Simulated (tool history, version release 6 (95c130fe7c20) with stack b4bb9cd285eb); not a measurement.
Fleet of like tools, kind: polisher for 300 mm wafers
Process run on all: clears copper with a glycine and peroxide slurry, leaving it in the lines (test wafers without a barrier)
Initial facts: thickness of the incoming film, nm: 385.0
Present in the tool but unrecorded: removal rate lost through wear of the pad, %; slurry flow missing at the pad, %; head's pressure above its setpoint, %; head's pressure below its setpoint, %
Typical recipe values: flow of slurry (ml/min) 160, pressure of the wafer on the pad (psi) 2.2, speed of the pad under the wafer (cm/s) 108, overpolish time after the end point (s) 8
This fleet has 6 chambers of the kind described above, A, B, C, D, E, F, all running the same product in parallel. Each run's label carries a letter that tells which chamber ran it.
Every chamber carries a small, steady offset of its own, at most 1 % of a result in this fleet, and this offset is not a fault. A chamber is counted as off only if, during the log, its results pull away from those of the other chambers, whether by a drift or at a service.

run,hour,flow of slurry (ml/min),pressure of the wafer on the pad (psi),speed of the pad under the wafer (cm/s),overpolish time after the end point (s),wafers polished on this pad,hours since the slurry nozzle was cleaned,hours since the head pressure was calibrated,time until the end point was called (s),dishing of a wide line in a test structure (angstrom)
# hour 0.6: chamber C: worn pad replaced by a new one
1D,8.6,160,2.2,108,8,318,309.8,1191.2,92.025,242.52
2B,17.5,160,2.2,108,8,374,66.5,976.3,91.426,244.58
3C,27.6,160,2.2,108,8,188,409.1,96.1,93.57,240.92
4F,37.1,160,2.2,108,8,962,472.8,243.4,95.59,243.07
5A,42,160,2.2,108,8,719,474.6,191.8,90.564,241.65
# hour 46.8: chamber F: slurry nozzle cleaned
6E,47.2,135,2.2,108,8,532,59.3,114.8,96.346,236.02
# hour 49.3: chamber E: worn pad replaced by a new one
# hour 50.2: chamber D: worn pad replaced by a new one
7E,52.2,135,2.2,108,8,20,64.3,119.8,94.408,237.32
# hour 60.6: chamber F: worn pad replaced by a new one
8F,62.9,135,2.2,108,8,16,16.1,269.2,95.534,236.34
9B,69.8,135,2.2,108,8,738,118.8,1028.6,96.76,235.59
10C,74.9,135,2.2,108,8,517,456.4,143.4,95.48,240.5
11A,81.4,135,2.2,108,8,994,514,231.2,95.892,235.94
12D,89.9,160,2.2,108,8,276,391.1,1272.5,92.865,244.39
# hour 91.4: chamber C: worn pad replaced by a new one
13E,98.6,160,2.2,108,8,343,110.7,166.2,91.797,240.71
14F,105,160,2.2,108,8,309,58.2,311.3,90.335,242.61
# hour 110.8: chamber A: worn pad replaced by a new one
15C,110.8,160,1.5,108,8,135,492.3,179.3,128.66,185.13
16A,117,160,1.5,108,8,43,549.6,266.8,124.63,183.98
# hour 124.3: chamber E: worn pad replaced by a new one
17D,125.7,160,1.5,108,8,526,426.9,1308.3,122.13,181.46
18B,135.7,160,1.5,108,8,1197,184.7,1094.5,125.32,188.57
# hour 136.5: chamber D: worn pad replaced by a new one
19E,141.8,160,1.5,108,8,122,153.9,209.4,125.09,186.86
20A,150.7,160,1.5,108,8,277,583.3,300.5,123.6,184.7
21D,160.9,160,2.2,108,8,170,462.1,1343.5,94.686,240.42
# hour 171.1: chamber B: worn pad replaced by a new one
22B,171.8,160,2.2,108,8,4,220.8,1130.6,92.139,249.04
23C,181.3,160,2.2,108,8,626,562.8,249.8,94.682,241.17
24F,188.3,160,2.2,108,8,889,141.5,394.6,92.919,241.46
# hour 189.3: chamber E: worn pad replaced by a new one
# hour 192.7: chamber F: worn pad replaced by a new one
# hour 195.9: chamber B: slurry nozzle cleaned
25A,196,160,2.5,74,8,593,628.6,345.8,110.69,201.99
# hour 198.8: chamber C: worn pad replaced by a new one
26D,202.7,160,2.5,74,8,461,503.9,1385.3,114.14,196.43
# hour 204.7: chamber A: head pressure recalibrated
27E,208.7,160,2.5,74,8,135,220.8,276.3,113.2,207.72
# hour 217.1: chamber A: slurry nozzle cleaned
28B,217.3,160,2.5,74,8,321,21.4,1176.1,112.35,206.95
# hour 218.8: chamber D: worn pad replaced by a new one
# hour 222.7: chamber D: head pressure recalibrated
29F,225.4,160,2.5,74,8,228,178.6,431.7,113.21,203.26
30C,231.2,160,2.5,74,8,225,612.7,299.7,112.19,199.34
31C,237.8,160,2.2,108,8,271,619.3,306.3,93.435,242.84
32B,245.6,160,2.5,108,8,518,49.7,1204.4,81.443,268.01
33D,252.6,160,2.5,108,8,235,553.8,29.9,84.574,262.79
# hour 253.2: chamber E: worn pad replaced by a new one
34A,262.2,160,2.5,108,8,1054,45.2,57.5,83.403,262.69
# hour 262.8: chamber D: slurry nozzle cleaned
35E,269.9,160,2.5,108,8,116,282,337.5,83.888,268.46
36F,279.6,160,2.5,108,8,605,232.8,485.9,83.56,272.18
# hour 287.9: chamber C: worn pad replaced by a new one
37D,288.9,160,2.5,108,8,488,26.1,66.2,83.028,273.66
38C,293.8,160,2.2,108,8,41,675.3,362.3,96.621,242.03
39F,304.3,160,2.2,108,8,777,257.5,510.6,93.398,236.61

Next, all 6 chambers run the settings below, one line each with question marks for the results. What does each chamber give?
40A,312.2,160,2.2,108,8,,,,?,?
40B,312.2,160,2.2,108,8,,,,?,?
40C,312.2,160,2.2,108,8,,,,?,?
40D,312.2,160,2.2,108,8,,,,?,?
40E,312.2,160,2.2,108,8,,,,?,?
40F,312.2,160,2.2,108,8,,,,?,?

run,time until the end point was called (s),dishing of a wide line in a test structure (angstrom)
40A,94.32,237.15
40B,90.351,237
40C,92.042,239.5
40D,93.122,244.16
40E,95.57,245.73
40F,95.613,247.22
